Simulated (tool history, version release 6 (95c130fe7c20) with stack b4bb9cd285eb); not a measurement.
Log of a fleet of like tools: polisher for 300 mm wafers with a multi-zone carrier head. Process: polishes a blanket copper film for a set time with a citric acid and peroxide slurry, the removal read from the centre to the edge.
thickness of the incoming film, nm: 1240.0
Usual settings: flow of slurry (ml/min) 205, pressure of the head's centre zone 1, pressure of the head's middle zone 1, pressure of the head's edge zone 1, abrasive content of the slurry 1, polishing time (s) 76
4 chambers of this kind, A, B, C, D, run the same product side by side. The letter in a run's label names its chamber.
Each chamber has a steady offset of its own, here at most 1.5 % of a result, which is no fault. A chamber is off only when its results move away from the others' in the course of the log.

| run | day | flow of slurry (ml/min) | pressure of the head's centre zone | pressure of the head's middle zone | pressure of the head's edge zone | abrasive content of the slurry | polishing time (s) | wafers polished on this pad | hours since the slurry nozzle was cleaned | hours since the centre zone pressure was calibrated | hours since the edge zone pressure was calibrated | film removed at the wafer's centre (nm) | film removed at mid-radius (nm) | film removed at the wafer's edge (nm) |
|---|---|---|---|---|---|---|---|---|---|---|---|---|---|---|
|  | 0.275 | chamber D: slurry nozzle cleaned |
| 1D | 0.404 | 205 | 1 | 1 | 1 | 1 | 76 | 974 | 3.2 | 218.1 | 423.7 | 167.11 | 167.65 | 168.41 |
| 2A | 0.733 | 205 | 1 | 1 | 1 | 1 | 76 | 1149 | 251.4 | 355.9 | 368.1 | 166.92 | 168.07 | 167.5 |
| 3C | 1.096 | 205 | 1 | 1 | 1 | 1 | 76 | 687 | 845.8 | 986.9 | 143.9 | 166.71 | 169.17 | 171.35 |
| 4B | 1.538 | 205 | 1 | 1 | 1 | 1 | 76 | 500 | 312.8 | 555 | 712 | 170.28 | 170.96 | 167.21 |
| 5A | 1.842 | 205 | 1 | 1 | 1 | 1 | 76 | 1434 | 278 | 382.5 | 394.7 | 167.07 | 170.88 | 169.46 |
|  | 1.871 | chamber A: worn pad replaced by a new one |
|  | 2.104 | chamber D: worn pad replaced by a new one |
| 6D | 2.283 | 205 | 1 | 1 | 1 | 1 | 76 | 46 | 48.3 | 263.2 | 468.8 | 167.56 | 170.21 | 170.06 |
|  | 2.296 | chamber C: worn pad replaced by a new one |
| 7B | 2.612 | 205 | 1 | 1 | 1 | 1 | 76 | 777 | 338.6 | 580.8 | 737.8 | 168.76 | 172.31 | 170.08 |
|  | 2.929 | chamber B: worn pad replaced by a new one |
|  | 2.929 | chamber A: centre zone pressure recalibrated |
| 8C | 3.054 | 205 | 1 | 1 | 1 | 1 | 76 | 195 | 892.8 | 1033.9 | 190.9 | 166.99 | 168.65 | 168.86 |
| 9C | 3.325 | 205 | 1 | 1 | 1 | 1 | 76 | 265 | 899.3 | 1040.4 | 197.4 | 167.07 | 167.93 | 167.1 |
| 10D | 3.779 | 205 | 1 | 1 | 1 | 1 | 76 | 431 | 84.2 | 299.1 | 504.7 | 165.64 | 170.99 | 168.39 |
|  | 4.121 | chamber C: slurry nozzle cleaned |
| 11B | 4.154 | 140 | 1 | 1 | 1 | 1 | 88 | 315 | 375.6 | 617.8 | 774.8 | 181.97 | 185.35 | 186.34 |
| 12A | 4.504 | 140 | 1 | 1 | 1 | 1 | 88 | 678 | 341.9 | 37.9 | 458.6 | 180.13 | 180.12 | 184.67 |
| 13C | 4.762 | 140 | 1 | 1 | 1 | 1 | 88 | 634 | 15.4 | 1074.9 | 231.9 | 177.91 | 181.39 | 184.81 |
| 14A | 5.204 | 140 | 1 | 1 | 1 | 1 | 88 | 858 | 358.7 | 54.7 | 475.4 | 179.24 | 182.22 | 188.93 |
| 15D | 5.458 | 205 | 1 | 1 | 1 | 1 | 76 | 863 | 124.5 | 339.4 | 545 | 165.37 | 166.78 | 169.45 |
| 16B | 5.75 | 205 | 1 | 1 | 1 | 1 | 76 | 725 | 413.9 | 656.1 | 813.1 | 169.33 | 166.95 | 171.28 |
| 17D | 6.033 | 205 | 1 | 1 | 1 | 1 | 90 | 1011 | 138.3 | 353.2 | 558.8 | 199.75 | 195.25 | 203.83 |
|  | 6.108 | chamber B: worn pad replaced by a new one |
| 18B | 6.258 | 205 | 1 | 1 | 1 | 1 | 90 | 39 | 426.1 | 668.3 | 825.3 | 201.7 | 202.6 | 198.25 |
|  | 6.525 | chamber D: worn pad replaced by a new one |
| 19A | 6.554 | 205 | 1 | 1 | 1 | 1 | 90 | 1205 | 391.1 | 87.1 | 507.8 | 197.64 | 198.75 | 200.14 |
|  | 6.854 | chamber C: worn pad replaced by a new one |
| 20C | 6.862 | 205 | 1 | 1 | 1 | 1 | 90 | 2 | 65.8 | 1125.3 | 282.3 | 199.49 | 196.93 | 198.66 |
|  | 7.012 | chamber D: edge zone pressure recalibrated |
| 21C | 7.092 | 205 | 1 | 1 | 1 | 1 | 76 | 61 | 71.3 | 1130.8 | 287.8 | 166.14 | 164.93 | 167.94 |
|  | 7.35 | chamber A: slurry nozzle cleaned |
| 22B | 7.579 | 205 | 1 | 1 | 1 | 1 | 76 | 378 | 457.8 | 700 | 857 | 168.64 | 164.08 | 168.74 |
|  | 7.646 | chamber C: centre zone pressure recalibrated |
|  | 7.754 | chamber A: worn pad replaced by a new one |
|  | 7.925 | chamber A: edge zone pressure recalibrated |
| 23D | 8.042 | 205 | 1 | 1 | 1 | 1 | 76 | 390 | 186.5 | 401.4 | 24.8 | 167.93 | 167.58 | 167.99 |
| 24A | 8.496 | 205 | 1 | 1 | 1 | 1 | 76 | 191 | 27.6 | 133.7 | 13.8 | 167.42 | 166.63 | 170.83 |
|  | 8.792 | chamber D: centre zone pressure recalibrated |
| 25A | 8.912 | 205 | 1 | 1 | 1.1 | 1 | 58 | 298 | 37.6 | 143.7 | 23.8 | 127.97 | 126.79 | 134.31 |
|  | 9.317 | chamber B: worn pad replaced by a new one |
| 26B | 9.35 | 205 | 1 | 1 | 1.1 | 1 | 58 | 9 | 500.3 | 742.5 | 899.5 | 128.56 | 128.49 | 135.64 |
| 27C | 9.6 | 205 | 1 | 1 | 1.1 | 1 | 58 | 707 | 131.5 | 46.9 | 348 | 116.86 | 127.25 | 136.14 |
| 28D | 10.017 | 205 | 1 | 1 | 1.1 | 1 | 58 | 898 | 233.9 | 29.5 | 72.2 | 126.11 | 131.32 | 135.03 |
| 29D | 10.425 | 205 | 1 | 1 | 1 | 1 | 76 | 1003 | 243.7 | 39.3 | 82 | 165.3 | 168.53 | 167.74 |
| 30B | 10.762 | 205 | 0.93 | 1 | 1 | 1 | 52 | 372 | 534.2 | 776.4 | 933.4 | 105.46 | 116.36 | 116.49 |
| 31C | 11.15 | 205 | 0.93 | 1 | 1 | 1 | 52 | 1105 | 168.7 | 84.1 | 385.2 | 97.476 | 114.61 | 116.2 |
|  | 11.35 | chamber C: worn pad replaced by a new one |
| 32A | 11.45 | 205 | 0.93 | 1 | 1 | 1 | 52 | 951 | 98.5 | 204.6 | 84.7 | 105.86 | 115.62 | 115.11 |
|  | 11.633 | chamber D: worn pad replaced by a new one |
| 33A | 11.804 | 205 | 0.93 | 1 | 1 | 1 | 52 | 1042 | 107 | 213.1 | 93.2 | 104.96 | 115.9 | 114.73 |
| 34D | 12.042 | 205 | 1 | 1 | 1 | 1 | 76 | 105 | 282.5 | 78.1 | 120.8 | 166.63 | 168.57 | 169.14 |
|  | 12.333 | chamber B: worn pad replaced by a new one |
| 35C | 12.517 | 205 | 1 | 1.07 | 1 | 1 | 76 | 300 | 201.5 | 116.9 | 418 | 152.57 | 180.61 | 173.68 |
| 36B | 13.021 | 205 | 1 | 1.07 | 1 | 1 | 76 | 177 | 588.4 | 830.6 | 987.6 | 167.22 | 177.38 | 166.35 |
|  | 13.112 | chamber D: slurry nozzle cleaned |
| 37B | 13.362 | 205 | 1 | 1.07 | 1 | 1 | 76 | 264 | 596.6 | 838.8 | 995.8 | 168 | 179.64 | 170.2 |
|  | 13.492 | chamber A: worn pad replaced by a new one |
| 38C | 13.621 | 205 | 1 | 1.07 | 1 | 1 | 76 | 584 | 228 | 143.4 | 444.5 | 151.11 | 179 | 172.75 |
| 39A | 13.958 | 205 | 1 | 1 | 1 | 1 | 76 | 120 | 158.7 | 264.8 | 144.9 | 169.22 | 167.65 | 165.5 |
| 40D | 14.446 | 205 | 1 | 1 | 1 | 1 | 76 | 724 | 32 | 135.8 | 178.5 | 167.67 | 168.88 | 168.26 |
| 41A | 14.921 | 205 | 1 | 1 | 1 | 1 | 76 | 368 | 181.8 | 287.9 | 168 | 167.1 | 163.1 | 171.56 |
|  | 15.333 | chamber B: worn pad replaced by a new one |
| 42B | 15.367 | 205 | 1 | 1 | 1 | 1 | 76 | 9 | 644.7 | 886.9 | 1043.9 | 168.63 | 166.62 | 165.53 |

What goes on in this fleet: one chamber off, a drifting gauge, or nothing beyond the chambers' own small offsets? Name the chamber and the cause, if any.

A service left chamber C off against the others.
Cause: centre zone's pressure below its setpoint, % = 7.69.

Here are 4 candidates for chamber C's next run, each the usual settings with a change, their results left as question marks. Which one brings its results back in line with what the others give on the usual settings?
In line means no further than this from the other chambers' mean on the usual settings: film removed at the wafer's centre (nm) 4.2; film removed at mid-radius (nm) 7.4; film removed at the wafer's edge (nm) 6.6
| 43C-1 | 15.738 | 210 | 1.08 | 0.99 | 0.97 | 1 | 77 |  |  |  |  | ? | ? | ? |
| 43C-2 | 15.738 | 195 | 0.87 | 1.02 | 1.05 | 1 | 75 |  |  |  |  | ? | ? | ? |
| 43C-3 | 15.738 | 200 | 0.93 | 1.01 | 1.03 | 1 | 75 |  |  |  |  | ? | ? | ? |
| 43C-4 | 15.738 | 215 | 1.15 | 0.97 | 0.95 | 1 | 77 |  |  |  |  | ? | ? | ? |

The other chambers' mean on the usual settings: film removed at the wafer's centre (nm) 167.55; film removed at mid-radius (nm) 168.59; film removed at the wafer's edge (nm) 168.27
| run | film removed at the wafer's centre (nm) | film removed at mid-radius (nm) | film removed at the wafer's edge (nm) |
|---|---|---|---|
| 43C-1 | 168.81 | 169.98 | 169.16 |
| 43C-2 | 127.87 | 168.51 | 170.25 |
| 43C-3 | 138.33 | 167.57 | 169.03 |
| 43C-4 | 181.43 | 167.32 | 167.83 |
43C-1 brings the chamber back in line.
